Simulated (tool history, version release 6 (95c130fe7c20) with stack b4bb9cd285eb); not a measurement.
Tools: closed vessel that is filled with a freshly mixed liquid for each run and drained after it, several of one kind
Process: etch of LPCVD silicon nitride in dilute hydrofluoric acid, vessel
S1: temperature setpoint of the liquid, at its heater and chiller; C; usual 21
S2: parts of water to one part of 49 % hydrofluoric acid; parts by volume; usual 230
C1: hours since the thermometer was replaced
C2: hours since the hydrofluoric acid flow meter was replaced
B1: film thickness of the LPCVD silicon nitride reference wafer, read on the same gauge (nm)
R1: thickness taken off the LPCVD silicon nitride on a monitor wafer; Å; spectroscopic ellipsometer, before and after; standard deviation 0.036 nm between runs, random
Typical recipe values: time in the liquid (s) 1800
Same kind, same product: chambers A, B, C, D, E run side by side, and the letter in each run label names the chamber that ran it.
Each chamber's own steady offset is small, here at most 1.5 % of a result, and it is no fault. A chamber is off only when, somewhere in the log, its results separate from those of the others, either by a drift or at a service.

run 1A hour=6.7 | S1=21 S2=230 time_in_the_liquid_(s)=1800 | C1=323.8 C2=940.6 | B1=140.02 | R1=31.599
run 2B hour=13.4 | S1=21 S2=230 time_in_the_liquid_(s)=1800 | C1=562.2 C2=1392.4 | B1=139.97 | R1=32.201
run 3E hour=20.7 | S1=21 S2=230 time_in_the_liquid_(s)=1800 | C1=643.7 C2=153.7 | B1=140 | R1=32.388
run 4C hour=29.6 | S1=21 S2=230 time_in_the_liquid_(s)=1800 | C1=466 C2=1648.8 | B1=140.02 | R1=32.928
run 5D hour=35.7 | S1=21 S2=230 time_in_the_liquid_(s)=1800 | C1=261 C2=196.8 | B1=140 | R1=32.003
run 6A hour=40.8 | S1=21 S2=230 time_in_the_liquid_(s)=1800 | C1=357.9 C2=974.7 | B1=139.97 | R1=32.378
run 7D hour=47.9 | S1=21 S2=230 time_in_the_liquid_(s)=1800 | C1=273.2 C2=209 | B1=140.03 | R1=31.897
run 8B hour=55.1 | S1=21 S2=230 time_in_the_liquid_(s)=1800 | C1=603.9 C2=1434.1 | B1=139.97 | R1=32.435
run 9E hour=61.5 | S1=21 S2=230 time_in_the_liquid_(s)=1800 | C1=684.5 C2=194.5 | B1=139.96 | R1=31.4
run 10C hour=69 | S1=21 S2=230 time_in_the_liquid_(s)=1800 | C1=505.4 C2=1688.2 | B1=139.97 | R1=32.021
run 11D hour=76.8 | S1=21 S2=230 time_in_the_liquid_(s)=1800 | C1=302.1 C2=237.9 | B1=139.98 | R1=32.227
run 12A hour=83.4 | S1=21 S2=230 time_in_the_liquid_(s)=1800 | C1=400.5 C2=1017.3 | B1=140 | R1=32.778
run 13B hour=89.5 | S1=21 S2=330 time_in_the_liquid_(s)=2475 | C1=638.3 C2=1468.5 | B1=140.05 | R1=31.062
run 14C hour=94 | S1=21 S2=330 time_in_the_liquid_(s)=2475 | C1=530.4 C2=1713.2 | B1=140.01 | R1=30.774
run 15E hour=101.5 | S1=21 S2=330 time_in_the_liquid_(s)=2475 | C1=724.5 C2=234.5 | B1=140.03 | R1=30.945
run 16D hour=111 | S1=21 S2=330 time_in_the_liquid_(s)=2475 | C1=336.3 C2=272.1 | B1=139.93 | R1=31.255
run 17B hour=118.5 | S1=21 S2=330 time_in_the_liquid_(s)=2475 | C1=667.3 C2=1497.5 | B1=140.01 | R1=30.947
run 18C hour=123.8 | S1=21 S2=230 time_in_the_liquid_(s)=1800 | C1=560.2 C2=1743 | B1=139.95 | R1=31.878
run 19E hour=128.6 | S1=21 S2=230 time_in_the_liquid_(s)=1800 | C1=751.6 C2=261.6 | B1=140.03 | R1=31.904
run 20A hour=135.1 | S1=21 S2=230 time_in_the_liquid_(s)=1800 | C1=452.2 C2=1069 | B1=139.97 | R1=32.552
run 21B hour=140.3 | S1=21 S2=230 time_in_the_liquid_(s)=1800 | C1=689.1 C2=1519.3 | B1=139.97 | R1=32.423
run 22A hour=145.9 | S1=21 S2=230 time_in_the_liquid_(s)=1800 | C1=463 C2=1079.8 | B1=140.01 | R1=32.028
run 23C hour=151.6 | S1=21 S2=160 time_in_the_liquid_(s)=1800 | C1=588 C2=1770.8 | B1=139.92 | R1=45.357
run 24D hour=160.6 | S1=21 S2=160 time_in_the_liquid_(s)=1800 | C1=385.9 C2=321.7 | B1=140 | R1=45.832
run 25E hour=166.8 | S1=21 S2=160 time_in_the_liquid_(s)=1800 | C1=789.8 C2=299.8 | B1=140.03 | R1=44.958
run 26D hour=173.3 | S1=21 S2=160 time_in_the_liquid_(s)=1800 | C1=398.6 C2=334.4 | B1=140.05 | R1=46.28
run 27C hour=178.1 | S1=21 S2=160 time_in_the_liquid_(s)=1800 | C1=614.5 C2=1797.3 | B1=139.99 | R1=45.489
run 28A hour=182.8 | S1=21 S2=230 time_in_the_liquid_(s)=1800 | C1=499.9 C2=1116.7 | B1=140.01 | R1=32.152
run 29B hour=188.6 | S1=21 S2=230 time_in_the_liquid_(s)=1800 | C1=737.4 C2=1567.6 | B1=140.02 | R1=31.834
run 30E hour=193.2 | S1=19 S2=230 time_in_the_liquid_(s)=1290 | C1=816.2 C2=326.2 | B1=139.98 | R1=20.007
run 31E hour=201.6 | S1=19 S2=230 time_in_the_liquid_(s)=1290 | C1=824.6 C2=334.6 | B1=140.03 | R1=20.085
run 32B hour=205.7 | S1=19 S2=230 time_in_the_liquid_(s)=1290 | C1=754.5 C2=1584.7 | B1=140.01 | R1=20.478
run 33C hour=212.1 | S1=19 S2=230 time_in_the_liquid_(s)=1290 | C1=648.5 C2=1831.3 | B1=139.99 | R1=19.394
run 34A hour=216.7 | S1=19 S2=230 time_in_the_liquid_(s)=1290 | C1=533.8 C2=1150.6 | B1=139.98 | R1=20.431
run 35D hour=224.1 | S1=21 S2=230 time_in_the_liquid_(s)=1800 | C1=449.4 C2=385.2 | B1=140.02 | R1=32.419
run 36B hour=230.9 | S1=21 S2=230 time_in_the_liquid_(s)=1800 | C1=779.7 C2=1609.9 | B1=140.06 | R1=32.156
run 37E hour=235.2 | S1=21 S2=230 time_in_the_liquid_(s)=1800 | C1=858.2 C2=368.2 | B1=140 | R1=31.892
run 38C hour=239.6 | S1=21 S2=230 time_in_the_liquid_(s)=2335 | C1=676 C2=1858.8 | B1=140 | R1=40.341
run 39A hour=247 | S1=21 S2=230 time_in_the_liquid_(s)=2335 | C1=564.1 C2=1180.9 | B1=139.96 | R1=42.431
run 40D hour=255.9 | S1=21 S2=230 time_in_the_liquid_(s)=2335 | C1=481.2 C2=417 | B1=139.99 | R1=42.404

Predict what each chamber gives when all 5 of them run the settings below next.
run 41A hour=262.7 | S1=21 S2=230 time_in_the_liquid_(s)=1800 | R1=?
run 41B hour=262.7 | S1=21 S2=230 time_in_the_liquid_(s)=1800 | R1=?
run 41C hour=262.7 | S1=21 S2=230 time_in_the_liquid_(s)=1800 | R1=?
run 41D hour=262.7 | S1=21 S2=230 time_in_the_liquid_(s)=1800 | R1=?
run 41E hour=262.7 | S1=21 S2=230 time_in_the_liquid_(s)=1800 | R1=?

run=41A R1=32.007
run=41B R1=31.858
run=41C R1=30.874
run=41D R1=32.043
run=41E R1=31.806
